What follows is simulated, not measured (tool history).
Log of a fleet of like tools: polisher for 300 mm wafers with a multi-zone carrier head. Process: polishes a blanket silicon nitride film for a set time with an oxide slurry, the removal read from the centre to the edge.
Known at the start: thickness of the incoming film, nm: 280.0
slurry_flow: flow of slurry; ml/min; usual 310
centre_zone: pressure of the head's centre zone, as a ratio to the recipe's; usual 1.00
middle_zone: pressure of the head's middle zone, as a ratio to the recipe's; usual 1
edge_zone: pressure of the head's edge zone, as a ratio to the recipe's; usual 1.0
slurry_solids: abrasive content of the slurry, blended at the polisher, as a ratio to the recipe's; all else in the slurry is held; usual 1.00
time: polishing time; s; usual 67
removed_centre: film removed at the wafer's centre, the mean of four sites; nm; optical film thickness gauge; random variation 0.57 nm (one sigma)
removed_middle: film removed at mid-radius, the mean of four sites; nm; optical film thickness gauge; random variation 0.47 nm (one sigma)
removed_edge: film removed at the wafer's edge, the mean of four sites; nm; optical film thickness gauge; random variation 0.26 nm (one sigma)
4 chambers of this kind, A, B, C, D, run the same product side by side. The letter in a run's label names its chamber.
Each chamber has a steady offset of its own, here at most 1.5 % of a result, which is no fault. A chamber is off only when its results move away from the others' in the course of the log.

run	hour	slurry_flow	centre_zone	middle_zone	edge_zone	slurry_solids	time	wafers polished on this pad	hours since the slurry nozzle was cleaned	hours since the centre zone pressure was calibrated	hours since the edge zone pressure was calibrated	removed_centre	removed_middle	removed_edge
1C	8.4	310	1.00	1	1.0	1.00	67	811	91.4	353.3	735.4	39.208	38.623	39.107
# hour 12.2: chamber A: worn pad replaced by a new one
2A	16.3	310	1.00	1	1.0	1.00	67	34	220.4	112.1	1366.2	39.398	38.951	38.842
3B	25.7	310	1.00	1	1.0	1.00	67	1338	83.7	162.2	147.3	39.138	39.236	38.995
# hour 27.2: chamber B: worn pad replaced by a new one
# hour 29.7: chamber A: slurry nozzle cleaned
# hour 33.9: chamber D: centre zone pressure recalibrated
4D	36.3	310	1.00	1	1.0	1.00	67	354	421.7	2.5	224.2	39.548	38.642	39.063
# hour 37.5: chamber D: slurry nozzle cleaned
5B	44.0	310	1.00	1	1.0	1.00	67	139	102.0	180.5	165.6	39.115	39.668	39.064
6C	56.1	310	1.00	1	1.0	1.00	67	1207	139.1	401.0	783.1	38.931	39.104	38.976
7A	69.6	310	1.00	1	1.0	1.00	67	476	39.9	165.4	1419.5	39.600	38.824	39.228
# hour 78.5: chamber D: worn pad replaced by a new one
8D	80.3	310	1.00	1	1.0	1.00	67	15	42.8	46.5	268.2	38.634	38.246	39.466
9A	87.3	310	1.00	1	1.0	1.00	67	623	57.6	183.1	1437.2	39.090	39.180	39.079
# hour 89.0: chamber C: worn pad replaced by a new one
# hour 96.1: chamber A: worn pad replaced by a new one
10B	98.3	310	1.00	1	1.0	1.00	67	590	156.3	234.8	219.9	38.345	38.864	38.966
11D	112.6	310	1.00	1	1.0	1.00	67	283	75.1	78.8	300.5	39.184	38.318	39.431
# hour 115.3: chamber D: edge zone pressure recalibrated
12C	119.3	310	1.00	1	1.0	1.00	67	251	202.3	464.2	846.3	39.922	39.350	38.961
13A	133.0	220	1.00	1	1.1	1.00	67	306	103.3	228.8	1482.9	37.624	38.313	39.964
14C	141.6	220	1.00	1	1.1	1.00	67	436	224.6	486.5	868.6	37.621	37.084	40.125
15B	150.3	220	1.00	1	1.1	1.00	67	1021	208.3	286.8	271.9	36.089	37.339	40.055
16D	158.2	220	1.00	1	1.1	1.00	67	661	120.7	124.4	43.0	36.823	37.784	40.485
17B	168.0	310	1.00	1	1.0	1.00	67	1168	226.0	304.5	289.6	37.671	39.400	38.766
# hour 175.1: chamber A: worn pad replaced by a new one
18A	179.5	310	1.00	1	1.0	1.00	67	37	149.8	275.3	1529.4	39.209	39.362	39.021
# hour 182.0: chamber D: worn pad replaced by a new one
# hour 187.1: chamber B: worn pad replaced by a new one
19D	191.3	310	1.00	1	1.0	1.00	67	77	153.8	157.5	76.1	38.766	39.246	39.449
20C	203.7	310	1.00	1	1.0	1.00	67	952	286.7	548.6	930.7	39.444	38.387	39.106
21B	215.3	310	1.00	1	1.0	1.00	67	234	273.3	351.8	336.9	36.129	39.628	39.207
# hour 215.8: chamber A: edge zone pressure recalibrated
22C	230.1	310	1.00	1	1.0	1.15	49	1171	313.1	575.0	957.1	30.414	30.407	30.251
# hour 243.0: chamber C: worn pad replaced by a new one
# hour 243.4: chamber B: slurry nozzle cleaned
23D	243.7	310	1.00	1	1.0	1.15	49	512	206.2	209.9	128.5	30.694	30.574	30.216
24A	254.4	310	1.00	1	1.0	1.15	49	658	224.7	350.2	38.7	30.003	31.173	30.674
25D	260.9	310	1.00	1	1.0	1.15	49	654	223.4	227.1	145.7	29.977	30.241	30.616
# hour 264.0: chamber A: slurry nozzle cleaned
26A	268.8	310	1.00	1	1.0	1.00	67	777	4.9	364.6	53.1	39.108	38.887	38.612
# hour 269.5: chamber A: worn pad replaced by a new one
# hour 275.6: chamber D: worn pad replaced by a new one
27C	276.1	310	1.00	1	1.0	1.00	67	274	359.1	621.0	1003.1	38.718	38.994	39.101
# hour 286.5: chamber A: centre zone pressure recalibrated
28B	286.9	310	1.00	1	1.0	1.00	56	828	43.6	423.4	408.5	30.465	32.574	32.497
29B	298.9	310	1.00	1	1.0	1.00	56	928	55.6	435.4	420.5	29.430	33.675	32.365
30C	307.8	310	1.00	1	1.0	1.00	56	537	390.8	652.7	1034.8	33.168	32.627	32.715
31D	322.1	310	1.00	1	1.0	1.00	56	385	284.6	288.3	206.9	32.874	32.397	33.195
32A	334.4	310	1.00	1	1.0	1.00	67	538	70.5	47.9	118.7	39.437	39.726	38.914
33B	345.9	310	1.00	1	1.0	1.00	67	1317	102.6	482.4	467.5	34.591	38.993	38.800
34D	356.7	310	1.00	1	1.0	1.00	67	672	319.2	322.9	241.5	40.276	39.152	39.470
# hour 359.5: chamber A: worn pad replaced by a new one
# hour 359.7: chamber D: worn pad replaced by a new one
35A	366.8	310	1.00	1	1.0	1.00	67	60	102.9	80.3	151.1	39.874	39.220	39.110
# hour 370.5: chamber B: worn pad replaced by a new one
36C	377.7	310	1.00	1	1.0	1.00	67	1117	460.7	722.6	1104.7	38.628	38.191	38.493
37B	391.9	310	1.00	1	1.0	1.00	67	177	148.6	528.4	513.5	34.563	39.227	39.017
38D	400.5	310	0.92	1	1.0	0.85	67	339	363.0	366.7	285.3	34.242	35.977	36.658
39C	409.9	310	0.92	1	1.0	0.85	67	1384	492.9	754.8	1136.9	33.548	35.578	36.239
40A	417.8	310	0.92	1	1.0	0.85	67	483	153.9	131.3	202.1	33.587	35.476	35.862
41B	426.2	310	0.92	1	1.0	0.85	67	462	182.9	562.7	547.8	28.862	35.705	35.923

Next, every chamber runs the same settings. What will each give?
42A	436.9	310	1.00	1	1.0	1.00	67					?	?	?
42B	436.9	310	1.00	1	1.0	1.00	67					?	?	?
42C	436.9	310	1.00	1	1.0	1.00	67					?	?	?
42D	436.9	310	1.00	1	1.0	1.00	67					?	?	?

run	removed_centre	removed_middle	removed_edge
42A	39.337	38.456	39.303
42B	33.738	39.366	38.982
42C	39.795	38.552	39.228
42D	39.731	38.531	39.295

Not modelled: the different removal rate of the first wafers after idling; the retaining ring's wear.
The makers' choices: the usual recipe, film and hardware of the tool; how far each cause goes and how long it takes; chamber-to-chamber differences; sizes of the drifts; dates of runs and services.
